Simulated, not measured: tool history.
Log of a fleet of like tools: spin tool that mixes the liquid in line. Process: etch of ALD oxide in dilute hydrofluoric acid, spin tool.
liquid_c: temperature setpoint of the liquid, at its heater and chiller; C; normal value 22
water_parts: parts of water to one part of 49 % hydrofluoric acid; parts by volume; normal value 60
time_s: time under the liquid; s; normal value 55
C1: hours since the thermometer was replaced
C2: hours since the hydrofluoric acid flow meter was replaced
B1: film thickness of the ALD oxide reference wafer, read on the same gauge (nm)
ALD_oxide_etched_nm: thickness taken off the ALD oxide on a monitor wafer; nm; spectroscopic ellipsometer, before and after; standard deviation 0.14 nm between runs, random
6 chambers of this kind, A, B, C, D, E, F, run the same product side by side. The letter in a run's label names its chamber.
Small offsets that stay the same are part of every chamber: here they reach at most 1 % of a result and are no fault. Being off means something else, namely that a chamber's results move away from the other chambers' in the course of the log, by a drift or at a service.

run 1C hour=11.0 | liquid_c=22 water_parts=60 time_s=55 | C1=1276.1 C2=1300.1 | B1=110.00 | ALD_oxide_etched_nm=28.655
run 2D hour=17.4 | liquid_c=22 water_parts=60 time_s=55 | C1=252.9 C2=791.6 | B1=110.02 | ALD_oxide_etched_nm=28.928
run 3E hour=23.8 | liquid_c=22 water_parts=60 time_s=55 | C1=2507.9 C2=224.1 | B1=109.99 | ALD_oxide_etched_nm=29.055
run 4A hour=33.4 | liquid_c=22 water_parts=60 time_s=55 | C1=488.7 C2=1243.4 | B1=110.06 | ALD_oxide_etched_nm=29.073
run 5F hour=43.6 | liquid_c=22 water_parts=60 time_s=55 | C1=650.7 C2=216.0 | B1=109.98 | ALD_oxide_etched_nm=28.926
run 6B hour=50.7 | liquid_c=22 water_parts=60 time_s=55 | C1=969.2 C2=105.6 | B1=109.98 | ALD_oxide_etched_nm=28.995
run 7A hour=63.7 | liquid_c=22 water_parts=60 time_s=55 | C1=519.0 C2=1273.7 | B1=109.99 | ALD_oxide_etched_nm=29.184
run 8C hour=77.6 | liquid_c=22 water_parts=60 time_s=55 | C1=1342.7 C2=1366.7 | B1=110.03 | ALD_oxide_etched_nm=28.647
run 9D hour=90.9 | liquid_c=22 water_parts=60 time_s=55 | C1=326.4 C2=865.1 | B1=110.05 | ALD_oxide_etched_nm=28.654
run 10B hour=102.0 | liquid_c=22 water_parts=60 time_s=55 | C1=1020.5 C2=156.9 | B1=110.02 | ALD_oxide_etched_nm=29.332
run 11F hour=111.5 | liquid_c=22 water_parts=60 time_s=55 | C1=718.6 C2=283.9 | B1=110.02 | ALD_oxide_etched_nm=29.057
-- hour=117.4 chamber E: thermometer replaced
run 12E hour=118.5 | liquid_c=22 water_parts=60 time_s=55 | C1=1.2 C2=318.8 | B1=109.98 | ALD_oxide_etched_nm=29.078
run 13E hour=127.5 | liquid_c=22 water_parts=60 time_s=55 | C1=10.2 C2=327.8 | B1=109.98 | ALD_oxide_etched_nm=29.221
run 14B hour=139.9 | liquid_c=22 water_parts=60 time_s=55 | C1=1058.4 C2=194.8 | B1=110.00 | ALD_oxide_etched_nm=29.204
run 15A hour=152.8 | liquid_c=22 water_parts=60 time_s=55 | C1=608.1 C2=1362.8 | B1=109.99 | ALD_oxide_etched_nm=28.881
run 16D hour=164.5 | liquid_c=22 water_parts=60 time_s=55 | C1=400.0 C2=938.7 | B1=110.02 | ALD_oxide_etched_nm=28.917
run 17F hour=176.1 | liquid_c=22 water_parts=60 time_s=55 | C1=783.2 C2=348.5 | B1=109.99 | ALD_oxide_etched_nm=29.131
run 18C hour=189.9 | liquid_c=22 water_parts=60 time_s=55 | C1=1455.0 C2=1479.0 | B1=110.02 | ALD_oxide_etched_nm=28.965
run 19A hour=196.8 | liquid_c=22 water_parts=60 time_s=55 | C1=652.1 C2=1406.8 | B1=110.01 | ALD_oxide_etched_nm=28.890
run 20C hour=204.1 | liquid_c=22 water_parts=60 time_s=55 | C1=1469.2 C2=1493.2 | B1=110.03 | ALD_oxide_etched_nm=28.871
run 21D hour=210.9 | liquid_c=22 water_parts=60 time_s=55 | C1=446.4 C2=985.1 | B1=110.02 | ALD_oxide_etched_nm=29.005
run 22F hour=223.7 | liquid_c=22 water_parts=60 time_s=55 | C1=830.8 C2=396.1 | B1=110.01 | ALD_oxide_etched_nm=29.067
run 23B hour=230.0 | liquid_c=22 water_parts=60 time_s=55 | C1=1148.5 C2=284.9 | B1=109.96 | ALD_oxide_etched_nm=29.640
run 24E hour=242.3 | liquid_c=22 water_parts=60 time_s=55 | C1=125.0 C2=442.6 | B1=110.01 | ALD_oxide_etched_nm=29.127
run 25F hour=249.3 | liquid_c=22 water_parts=60 time_s=55 | C1=856.4 C2=421.7 | B1=110.02 | ALD_oxide_etched_nm=28.953
run 26B hour=258.7 | liquid_c=22 water_parts=60 time_s=55 | C1=1177.2 C2=313.6 | B1=110.00 | ALD_oxide_etched_nm=29.761
run 27E hour=270.2 | liquid_c=22 water_parts=80 time_s=55 | C1=152.9 C2=470.5 | B1=109.96 | ALD_oxide_etched_nm=21.296
run 28D hour=279.4 | liquid_c=22 water_parts=80 time_s=55 | C1=514.9 C2=1053.6 | B1=110.01 | ALD_oxide_etched_nm=21.262
run 29C hour=290.6 | liquid_c=22 water_parts=80 time_s=55 | C1=1555.7 C2=1579.7 | B1=109.95 | ALD_oxide_etched_nm=21.215
run 30A hour=299.2 | liquid_c=22 water_parts=80 time_s=55 | C1=754.5 C2=1509.2 | B1=110.02 | ALD_oxide_etched_nm=21.313
run 31E hour=312.4 | liquid_c=22 water_parts=80 time_s=55 | C1=195.1 C2=512.7 | B1=109.98 | ALD_oxide_etched_nm=21.279
run 32F hour=324.4 | liquid_c=22 water_parts=80 time_s=55 | C1=931.5 C2=496.8 | B1=110.00 | ALD_oxide_etched_nm=21.303
-- hour=331.4 chamber E: hydrofluoric acid flow meter replaced
run 33A hour=336.4 | liquid_c=22 water_parts=60 time_s=55 | C1=791.7 C2=1546.4 | B1=110.00 | ALD_oxide_etched_nm=29.053
run 34D hour=349.4 | liquid_c=18 water_parts=60 time_s=55 | C1=584.9 C2=1123.6 | B1=109.99 | ALD_oxide_etched_nm=24.596
run 35B hour=360.8 | liquid_c=18 water_parts=60 time_s=55 | C1=1279.3 C2=415.7 | B1=109.99 | ALD_oxide_etched_nm=25.450
run 36C hour=372.6 | liquid_c=18 water_parts=60 time_s=55 | C1=1637.7 C2=1661.7 | B1=109.99 | ALD_oxide_etched_nm=24.419
run 37A hour=383.9 | liquid_c=18 water_parts=60 time_s=55 | C1=839.2 C2=1593.9 | B1=110.04 | ALD_oxide_etched_nm=24.374
run 38C hour=391.9 | liquid_c=18 water_parts=60 time_s=55 | C1=1657.0 C2=1681.0 | B1=110.00 | ALD_oxide_etched_nm=24.372
run 39D hour=405.2 | liquid_c=18 water_parts=60 time_s=55 | C1=640.7 C2=1179.4 | B1=109.98 | ALD_oxide_etched_nm=24.475
run 40F hour=413.5 | liquid_c=22 water_parts=60 time_s=55 | C1=1020.6 C2=585.9 | B1=109.98 | ALD_oxide_etched_nm=28.798
run 41E hour=421.2 | liquid_c=22 water_parts=60 time_s=55 | C1=303.9 C2=89.8 | B1=110.01 | ALD_oxide_etched_nm=28.754
run 42B hour=428.8 | liquid_c=22 water_parts=60 time_s=55 | C1=1347.3 C2=483.7 | B1=110.04 | ALD_oxide_etched_nm=30.237

Predict what each chamber gives when all 6 of them run the settings below next.
run 43A hour=439.0 | liquid_c=22 water_parts=60 time_s=40 | ALD_oxide_etched_nm=?
run 43B hour=439.0 | liquid_c=22 water_parts=60 time_s=40 | ALD_oxide_etched_nm=?
run 43C hour=439.0 | liquid_c=22 water_parts=60 time_s=40 | ALD_oxide_etched_nm=?
run 43D hour=439.0 | liquid_c=22 water_parts=60 time_s=40 | ALD_oxide_etched_nm=?
run 43E hour=439.0 | liquid_c=22 water_parts=60 time_s=40 | ALD_oxide_etched_nm=?
run 43F hour=439.0 | liquid_c=22 water_parts=60 time_s=40 | ALD_oxide_etched_nm=?

run=43A ALD_oxide_etched_nm=21.181
run=43B ALD_oxide_etched_nm=22.051
run=43C ALD_oxide_etched_nm=21.042
run=43D ALD_oxide_etched_nm=20.940
run=43E ALD_oxide_etched_nm=21.249
run=43F ALD_oxide_etched_nm=20.954

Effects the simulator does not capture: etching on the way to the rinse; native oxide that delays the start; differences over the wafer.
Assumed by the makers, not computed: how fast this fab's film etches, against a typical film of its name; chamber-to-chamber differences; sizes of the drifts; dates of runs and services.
